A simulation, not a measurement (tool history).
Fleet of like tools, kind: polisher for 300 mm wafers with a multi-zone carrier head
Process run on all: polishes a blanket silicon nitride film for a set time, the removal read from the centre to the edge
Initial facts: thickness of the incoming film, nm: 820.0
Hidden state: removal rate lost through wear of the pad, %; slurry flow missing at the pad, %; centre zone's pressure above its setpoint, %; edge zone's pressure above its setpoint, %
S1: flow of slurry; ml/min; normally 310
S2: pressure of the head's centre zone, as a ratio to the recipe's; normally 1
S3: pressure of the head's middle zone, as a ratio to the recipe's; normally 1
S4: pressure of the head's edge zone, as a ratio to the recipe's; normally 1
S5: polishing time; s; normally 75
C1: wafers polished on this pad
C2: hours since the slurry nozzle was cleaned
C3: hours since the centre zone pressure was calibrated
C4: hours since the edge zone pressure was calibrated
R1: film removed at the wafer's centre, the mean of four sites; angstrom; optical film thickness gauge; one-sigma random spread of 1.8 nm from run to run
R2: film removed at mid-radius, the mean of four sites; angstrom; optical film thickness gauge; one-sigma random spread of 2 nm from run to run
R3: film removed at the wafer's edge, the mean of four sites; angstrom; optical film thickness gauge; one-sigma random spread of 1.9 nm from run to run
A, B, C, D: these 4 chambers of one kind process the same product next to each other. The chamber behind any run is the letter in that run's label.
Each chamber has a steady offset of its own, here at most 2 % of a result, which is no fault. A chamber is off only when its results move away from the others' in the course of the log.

run 1A hour=8.2 | S1=310 S2=1 S3=1 S4=1 S5=75 | C1=639 C2=666.3 C3=1147.8 C4=325.2 | R1=1494.3 R2=1497.3 R3=1478.6
-- hour=11.9 chamber A: slurry nozzle cleaned
run 2D hour=14.6 | S1=310 S2=1 S3=1 S4=1 S5=75 | C1=857 C2=443.9 C3=274.2 C4=870.1 | R1=1477.7 R2=1509.9 R3=1488.7
-- hour=15.9 chamber A: centre zone pressure recalibrated
run 3C hour=23.7 | S1=310 S2=1 S3=1 S4=1 S5=75 | C1=593 C2=271 C3=500.2 C4=327.5 | R1=1495.3 R2=1497 R3=1485.2
run 4B hour=30.6 | S1=310 S2=1 S3=1 S4=1 S5=75 | C1=493 C2=270 C3=61 C4=881.6 | R1=1483.7 R2=1466.2 R3=1490.5
-- hour=32.6 chamber C: worn pad replaced by a new one
run 5C hour=35.1 | S1=310 S2=1 S3=1 S4=1 S5=75 | C1=17 C2=282.4 C3=511.6 C4=338.9 | R1=1492.7 R2=1475.9 R3=1457.2
run 6A hour=43.1 | S1=310 S2=1 S3=1 S4=1 S5=75 | C1=879 C2=31.3 C3=27.2 C4=360.1 | R1=1507.6 R2=1465.4 R3=1506.1
-- hour=43.9 chamber D: slurry nozzle cleaned
run 7D hour=49.5 | S1=310 S2=1 S3=1 S4=1 S5=75 | C1=1098 C2=5.7 C3=309.1 C4=905 | R1=1506.4 R2=1468 R3=1465.3
run 8B hour=54.3 | S1=310 S2=1 S3=1 S4=1 S5=75 | C1=657 C2=293.7 C3=84.7 C4=905.3 | R1=1488.6 R2=1457.3 R3=1495.5
run 9A hour=64.2 | S1=310 S2=1 S3=1 S4=1 S5=75 | C1=1025 C2=52.4 C3=48.3 C4=381.2 | R1=1496.4 R2=1476.4 R3=1502.5
run 10D hour=73.4 | S1=310 S2=1 S3=1 S4=1 S5=75 | C1=1263 C2=29.6 C3=333 C4=928.9 | R1=1470.9 R2=1458.7 R3=1492.6
-- hour=78.1 chamber B: worn pad replaced by a new one
run 11C hour=78.8 | S1=310 S2=1 S3=1 S4=1 S5=75 | C1=319 C2=326.1 C3=555.3 C4=382.6 | R1=1523.6 R2=1488.9 R3=1514.5
run 12B hour=84.4 | S1=310 S2=1 S3=1 S4=1 S5=75 | C1=44 C2=323.8 C3=114.8 C4=935.4 | R1=1469.7 R2=1436.1 R3=1510.2
-- hour=84.8 chamber D: worn pad replaced by a new one
run 13D hour=90.6 | S1=410 S2=1 S3=1 S4=1 S5=75 | C1=40 C2=46.8 C3=350.2 C4=946.1 | R1=1544.9 R2=1485 R3=1491.4
-- hour=95.4 chamber D: centre zone pressure recalibrated
run 14B hour=100.5 | S1=410 S2=1 S3=1 S4=1 S5=75 | C1=155 C2=339.9 C3=130.9 C4=951.5 | R1=1506.9 R2=1504.7 R3=1537.3
run 15A hour=105.4 | S1=410 S2=1 S3=1 S4=1 S5=75 | C1=1309 C2=93.6 C3=89.5 C4=422.4 | R1=1547.4 R2=1531.7 R3=1478.1
run 16C hour=115.1 | S1=410 S2=1 S3=1 S4=1 S5=75 | C1=569 C2=362.4 C3=591.6 C4=418.9 | R1=1510.9 R2=1494.9 R3=1503.9
run 17A hour=119.5 | S1=310 S2=1 S3=1 S4=1 S5=75 | C1=1407 C2=107.7 C3=103.6 C4=436.5 | R1=1477.3 R2=1481.9 R3=1470.1
run 18B hour=124.3 | S1=310 S2=1 S3=1 S4=1 S5=75 | C1=319 C2=363.7 C3=154.7 C4=975.3 | R1=1518.5 R2=1463.9 R3=1500.8
run 19D hour=132.9 | S1=310 S2=1 S3=1 S4=1 S5=75 | C1=332 C2=89.1 C3=37.6 C4=988.4 | R1=1508.9 R2=1493.3 R3=1499.9
-- hour=136.6 chamber A: worn pad replaced by a new one
run 20C hour=143.2 | S1=310 S2=1 S3=1 S4=1 S5=75 | C1=763 C2=390.5 C3=619.7 C4=447 | R1=1479.7 R2=1475.7 R3=1473.7
-- hour=147.1 chamber C: worn pad replaced by a new one
run 21D hour=153.2 | S1=310 S2=1 S3=1 S4=1 S5=75 | C1=472 C2=109.4 C3=57.9 C4=1008.7 | R1=1504.4 R2=1465.2 R3=1486.6
run 22A hour=159.4 | S1=310 S2=0.9 S3=1 S4=1.08 S5=75 | C1=157 C2=147.6 C3=143.5 C4=476.4 | R1=1362.7 R2=1478.3 R3=1539.5
run 23C hour=164.8 | S1=310 S2=0.9 S3=1 S4=1.08 S5=75 | C1=122 C2=412.1 C3=641.3 C4=468.6 | R1=1316.1 R2=1507.8 R3=1524.5
run 24B hour=175 | S1=310 S2=0.9 S3=1 S4=1.08 S5=75 | C1=669 C2=414.4 C3=205.4 C4=1026 | R1=1313.4 R2=1490.3 R3=1562
run 25D hour=182.7 | S1=310 S2=0.9 S3=1 S4=1.08 S5=75 | C1=675 C2=138.9 C3=87.4 C4=1038.2 | R1=1331.8 R2=1468.8 R3=1553.9
-- hour=188.1 chamber B: edge zone pressure recalibrated
run 26A hour=190.7 | S1=310 S2=1 S3=1 S4=1 S5=75 | C1=373 C2=178.9 C3=174.8 C4=507.7 | R1=1515.2 R2=1490.9 R3=1474
-- hour=196.7 chamber B: worn pad replaced by a new one
run 27B hour=200.4 | S1=310 S2=1 S3=1 S4=1 S5=75 | C1=26 C2=439.8 C3=230.8 C4=12.3 | R1=1505.9 R2=1437.7 R3=1499.5
run 28C hour=209.9 | S1=310 S2=1 S3=1 S4=1 S5=75 | C1=433 C2=457.2 C3=686.4 C4=513.7 | R1=1481.7 R2=1492.9 R3=1469.8
run 29D hour=219.7 | S1=310 S2=1 S3=1 S4=1 S5=75 | C1=931 C2=175.9 C3=124.4 C4=1075.2 | R1=1506.8 R2=1484.7 R3=1480.8
-- hour=228.1 chamber D: edge zone pressure recalibrated
run 30B hour=228.3 | S1=310 S2=1 S3=1 S4=1 S5=75 | C1=218 C2=467.7 C3=258.7 C4=40.2 | R1=1483.1 R2=1454.1 R3=1487.3
run 31A hour=234.3 | S1=310 S2=1 S3=1 S4=1 S5=75 | C1=674 C2=222.5 C3=218.4 C4=551.3 | R1=1495.5 R2=1497.8 R3=1491.7
run 32C hour=241.3 | S1=310 S2=1 S3=1 S4=1 S5=75 | C1=650 C2=488.6 C3=717.8 C4=545.1 | R1=1458.4 R2=1489.6 R3=1496.9
run 33A hour=249.3 | S1=310 S2=1 S3=1 S4=1 S5=75 | C1=777 C2=237.5 C3=233.4 C4=566.3 | R1=1469.9 R2=1489.3 R3=1480.4
-- hour=254 chamber C: worn pad replaced by a new one
run 34C hour=258.4 | S1=310 S2=1.1 S3=1 S4=0.9 S5=75 | C1=30 C2=505.7 C3=734.9 C4=562.2 | R1=1639.5 R2=1430.8 R3=1392.7
run 35D hour=264.3 | S1=310 S2=1.1 S3=1 S4=0.9 S5=75 | C1=1239 C2=220.5 C3=169 C4=36.2 | R1=1634.7 R2=1508.5 R3=1409.7
run 36B hour=271.1 | S1=310 S2=1.1 S3=1 S4=0.9 S5=75 | C1=514 C2=510.5 C3=301.5 C4=83 | R1=1646.8 R2=1481.7 R3=1383.9
run 37B hour=276 | S1=310 S2=1.1 S3=1 S4=0.9 S5=75 | C1=547 C2=515.4 C3=306.4 C4=87.9 | R1=1660.1 R2=1434.1 R3=1433.6
-- hour=277.1 chamber D: worn pad replaced by a new one
run 38C hour=281.6 | S1=310 S2=1 S3=1 S4=1 S5=75 | C1=190 C2=528.9 C3=758.1 C4=585.4 | R1=1515.5 R2=1487 R3=1447.9
run 39D hour=291 | S1=310 S2=1 S3=1.11 S4=0.9 S5=75 | C1=96 C2=247.2 C3=195.7 C4=62.9 | R1=1489.2 R2=1647.2 R3=1408.2
-- hour=291.1 chamber B: worn pad replaced by a new one
run 40A hour=301.1 | S1=310 S2=1 S3=1.11 S4=0.9 S5=75 | C1=1135 C2=289.3 C3=285.2 C4=618.1 | R1=1501.6 R2=1629 R3=1389.9
run 41B hour=306.9 | S1=310 S2=1 S3=1.11 S4=0.9 S5=75 | C1=109 C2=546.3 C3=337.3 C4=118.8 | R1=1519.3 R2=1596.3 R3=1421
-- hour=311 chamber A: worn pad replaced by a new one
run 42A hour=313 | S1=310 S2=1 S3=1.11 S4=0.9 S5=75 | C1=14 C2=301.2 C3=297.1 C4=630 | R1=1497.8 R2=1634.1 R3=1429.5
run 43D hour=323.1 | S1=310 S2=1 S3=1 S4=1 S5=75 | C1=318 C2=279.3 C3=227.8 C4=95 | R1=1483.5 R2=1490.5 R3=1495.5

What goes on in this fleet: one chamber off, a drifting gauge, or nothing beyond the chambers' own small offsets? Name the chamber and the cause, if any.

Beyond each chamber's small constant offset nothing stands out, and the gauge stays steady.

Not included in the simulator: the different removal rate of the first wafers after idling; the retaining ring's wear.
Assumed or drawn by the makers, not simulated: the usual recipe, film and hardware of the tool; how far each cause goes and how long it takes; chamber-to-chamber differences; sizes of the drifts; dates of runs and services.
